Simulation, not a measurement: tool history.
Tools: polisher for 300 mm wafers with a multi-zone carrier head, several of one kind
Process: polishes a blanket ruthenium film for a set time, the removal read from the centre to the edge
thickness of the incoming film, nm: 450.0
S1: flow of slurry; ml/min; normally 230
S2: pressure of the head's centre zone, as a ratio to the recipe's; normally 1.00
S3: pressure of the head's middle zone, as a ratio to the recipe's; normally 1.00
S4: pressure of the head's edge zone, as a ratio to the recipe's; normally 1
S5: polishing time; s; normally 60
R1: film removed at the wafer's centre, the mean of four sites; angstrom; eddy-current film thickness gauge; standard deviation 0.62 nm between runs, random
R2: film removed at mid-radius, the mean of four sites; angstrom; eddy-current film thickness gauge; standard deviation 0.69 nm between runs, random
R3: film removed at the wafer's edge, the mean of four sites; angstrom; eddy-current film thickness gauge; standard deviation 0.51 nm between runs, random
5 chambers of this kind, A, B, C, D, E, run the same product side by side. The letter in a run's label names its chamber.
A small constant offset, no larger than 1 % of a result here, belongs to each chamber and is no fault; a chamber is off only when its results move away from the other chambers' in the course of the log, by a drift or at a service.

run,hour,S1,S2,S3,S4,S5,R1,R2,R3
1A,3.9,230,1.00,1.00,1,60,491.15,485.44,481.33
2C,8.8,230,1.00,1.00,1,60,497.98,479.36,494.53
3B,14.2,230,1.00,1.00,1,60,497.59,493.37,497.32
4E,19.8,230,1.00,1.00,1,60,490.27,494.41,493.50
5D,22.6,230,1.00,1.00,1,60,508.34,491.31,488.63
6B,28.5,230,1.00,1.00,1,60,494.05,496.04,497.44
# hour 32.1: chamber D: worn pad replaced by a new one
7D,33.0,230,0.91,1.05,1,60,435.78,513.56,492.03
8E,38.0,230,0.91,1.05,1,60,438.37,523.20,486.52
# hour 40.8: chamber C: worn pad replaced by a new one
9A,41.9,230,0.91,1.05,1,60,436.42,511.78,489.29
10C,47.8,230,0.91,1.05,1,60,446.49,521.87,500.62
11C,51.6,230,0.91,1.05,1,60,446.18,523.07,494.67
12B,54.4,230,1.00,1.00,1,60,495.08,486.76,494.92
13E,59.0,230,1.00,1.00,1,60,485.05,491.91,495.20
14A,63.7,270,1.00,1.00,1,67,554.42,558.06,549.76
15D,67.0,270,1.00,1.00,1,67,574.93,555.98,565.48
# hour 69.5: chamber B: worn pad replaced by a new one
16A,71.4,270,1.00,1.00,1,67,564.93,560.50,548.39
17E,77.2,270,1.00,1.00,1,67,557.08,563.18,551.71
18C,80.4,270,1.00,1.00,1,67,550.36,568.13,565.44
# hour 80.9: chamber A: worn pad replaced by a new one
19B,85.2,230,1.00,1.00,1,60,494.45,494.73,501.03
20D,91.1,230,1.00,1.00,1,60,492.25,482.85,489.19
21D,94.0,230,1.00,1.00,1,60,485.37,485.41,493.08
22A,98.5,230,1.00,1.00,1,60,487.35,489.07,497.50
# hour 99.8: chamber E: worn pad replaced by a new one
23B,103.3,230,1.00,1.00,1,60,494.62,489.55,497.23
# hour 107.3: chamber E: slurry nozzle cleaned
24C,107.9,230,1.00,1.00,1,60,490.76,482.39,489.33
25E,110.7,230,1.00,0.89,1,60,495.23,440.56,490.41
# hour 114.4: chamber C: worn pad replaced by a new one
26B,116.4,230,1.00,0.89,1,60,497.10,434.52,497.24
# hour 121.6: chamber D: worn pad replaced by a new one
27A,122.2,230,1.00,0.89,1,60,483.84,441.03,489.66
28E,124.8,230,1.00,0.89,1,60,483.00,435.67,493.85
29D,129.2,230,1.00,0.89,1,60,491.80,433.73,498.48
30C,135.1,230,1.00,1.00,1,78,642.01,640.84,631.19
31C,140.9,230,1.00,1.00,1,78,618.11,638.67,624.62
32E,145.7,230,1.00,1.00,1,78,633.37,637.99,630.51

Read the log: is a single chamber off, either drifting away or since a service, is the gauge that measures every chamber drifting, or is nothing wrong beyond small per-chamber offsets? Name any odd chamber and what most likely caused it.

Beyond each chamber's small constant offset nothing stands out, and the gauge stays steady.

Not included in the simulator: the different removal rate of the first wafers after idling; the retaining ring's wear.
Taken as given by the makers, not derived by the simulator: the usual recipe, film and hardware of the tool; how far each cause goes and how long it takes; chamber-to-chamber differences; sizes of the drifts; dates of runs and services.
